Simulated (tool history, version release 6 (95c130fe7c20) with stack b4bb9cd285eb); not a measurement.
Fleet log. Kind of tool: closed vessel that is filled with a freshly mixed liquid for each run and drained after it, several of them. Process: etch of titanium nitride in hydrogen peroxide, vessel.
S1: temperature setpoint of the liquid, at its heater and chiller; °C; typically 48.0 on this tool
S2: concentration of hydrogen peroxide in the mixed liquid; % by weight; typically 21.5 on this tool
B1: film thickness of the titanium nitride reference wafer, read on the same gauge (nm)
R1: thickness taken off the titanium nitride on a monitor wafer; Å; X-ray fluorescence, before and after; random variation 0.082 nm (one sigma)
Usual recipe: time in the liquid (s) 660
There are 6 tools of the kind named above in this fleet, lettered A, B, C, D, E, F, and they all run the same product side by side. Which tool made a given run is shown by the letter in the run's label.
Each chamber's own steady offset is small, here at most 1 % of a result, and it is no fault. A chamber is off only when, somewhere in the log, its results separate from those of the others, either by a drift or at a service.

Run 1A, hour 9.2: usual settings; B1 120.00. Result: R1 144.910 Å.
Run 2B, hour 17.8: usual settings; B1 120.02. Result: R1 143.920 Å.
Run 3D, hour 25.7: usual settings; B1 120.00. Result: R1 144.780 Å.
Run 4C, hour 37.2: usual settings; B1 120.00. Result: R1 144.400 Å.
Run 5F, hour 48.9: usual settings; B1 120.00. Result: R1 143.520 Å.
Run 6E, hour 60.8: usual settings; B1 120.00. Result: R1 143.570 Å.
Run 7D, hour 68.5: usual settings; B1 119.97. Result: R1 143.650 Å.
Run 8A, hour 76.4: usual settings; B1 120.01. Result: R1 143.990 Å.
Run 9E, hour 83.1: usual settings but S1 41.5 °C; B1 120.00. Result: R1 89.327 Å.
Run 10B, hour 89.5: usual settings but S1 41.5 °C; B1 119.99. Result: R1 88.401 Å.
Run 11C, hour 101.5: usual settings but S1 41.5 °C; B1 119.99. Result: R1 89.035 Å.
Run 12F, hour 108.2: usual settings but S1 41.5 °C; B1 120.02. Result: R1 88.497 Å.
Run 13E, hour 116.9: usual settings but S1 41.5 °C; B1 120.02. Result: R1 89.529 Å.
Run 14D, hour 127.1: usual settings but S1 41.5 °C; B1 120.01. Result: R1 88.504 Å.
At hour 130.1: chamber F: new drum of peroxide connected.
Run 15C, hour 141.8: usual settings; B1 120.00. Result: R1 143.940 Å.
Run 16A, hour 152.4: usual settings; B1 120.00. Result: R1 144.660 Å.
Run 17B, hour 159.4: usual settings; B1 119.98. Result: R1 144.320 Å.
Run 18F, hour 169.4: usual settings; B1 120.02. Result: R1 145.390 Å.
Run 19E, hour 177.7: usual settings but S2 18.5 % by weight; B1 119.99. Result: R1 141.210 Å.
Run 20C, hour 191.1: usual settings but S2 18.5 % by weight; B1 119.99. Result: R1 140.100 Å.
Run 21A, hour 200.7: usual settings but S2 18.5 % by weight; B1 119.99. Result: R1 141.200 Å.
Run 22F, hour 210.1: usual settings but S2 18.5 % by weight; B1 120.00. Result: R1 141.400 Å.
Run 23B, hour 221.7: usual settings but S2 18.5 % by weight; B1 119.99. Result: R1 139.660 Å.
Run 24D, hour 229.5: usual settings but S2 18.5 % by weight; B1 119.98. Result: R1 140.610 Å.
Run 25A, hour 241.7: usual settings; B1 120.02. Result: R1 144.590 Å.
Run 26F, hour 256.4: usual settings; B1 119.98. Result: R1 148.600 Å.
Run 27D, hour 265.0: usual settings but S1 38.5 °C; B1 120.01. Result: R1 69.590 Å.
Run 28E, hour 271.9: usual settings but S1 38.5 °C; B1 119.99. Result: R1 71.606 Å.
Run 29B, hour 281.9: usual settings but S1 38.5 °C; B1 119.98. Result: R1 70.751 Å.
Run 30C, hour 292.6: usual settings but S1 38.5 °C; B1 120.00. Result: R1 71.360 Å.
Run 31C, hour 305.6: usual settings but S1 38.5 °C; B1 120.00. Result: R1 70.768 Å.
Run 32E, hour 316.1: usual settings but S1 38.5 °C; B1 120.01. Result: R1 71.344 Å.
Run 33B, hour 324.2: usual settings; B1 120.02. Result: R1 146.490 Å.
Run 34D, hour 335.6: usual settings but S1 53.5 °C, time in the liquid (s) 945; B1 120.00. Result: R1 309.600 Å.
At hour 343.7: chamber F: peroxide flow meter replaced.
Run 35A, hour 348.1: usual settings but S1 53.5 °C, time in the liquid (s) 945; B1 120.01. Result: R1 303.160 Å.
Run 36F, hour 361.8: usual settings but S1 53.5 °C, time in the liquid (s) 945; B1 120.03. Result: R1 323.850 Å.

Next, all 6 chambers run the settings below, one line each with question marks for the results. What does each chamber give?
Run 37A, hour 372.4: usual settings. Result: R1 ?.
Run 37B, hour 372.4: usual settings. Result: R1 ?.
Run 37C, hour 372.4: usual settings. Result: R1 ?.
Run 37D, hour 372.4: usual settings. Result: R1 ?.
Run 37E, hour 372.4: usual settings. Result: R1 ?.
Run 37F, hour 372.4: usual settings. Result: R1 ?.

run       R1
37A  144.540
37B  144.910
37C  144.740
37D  144.370
37E  145.240
37F  151.380
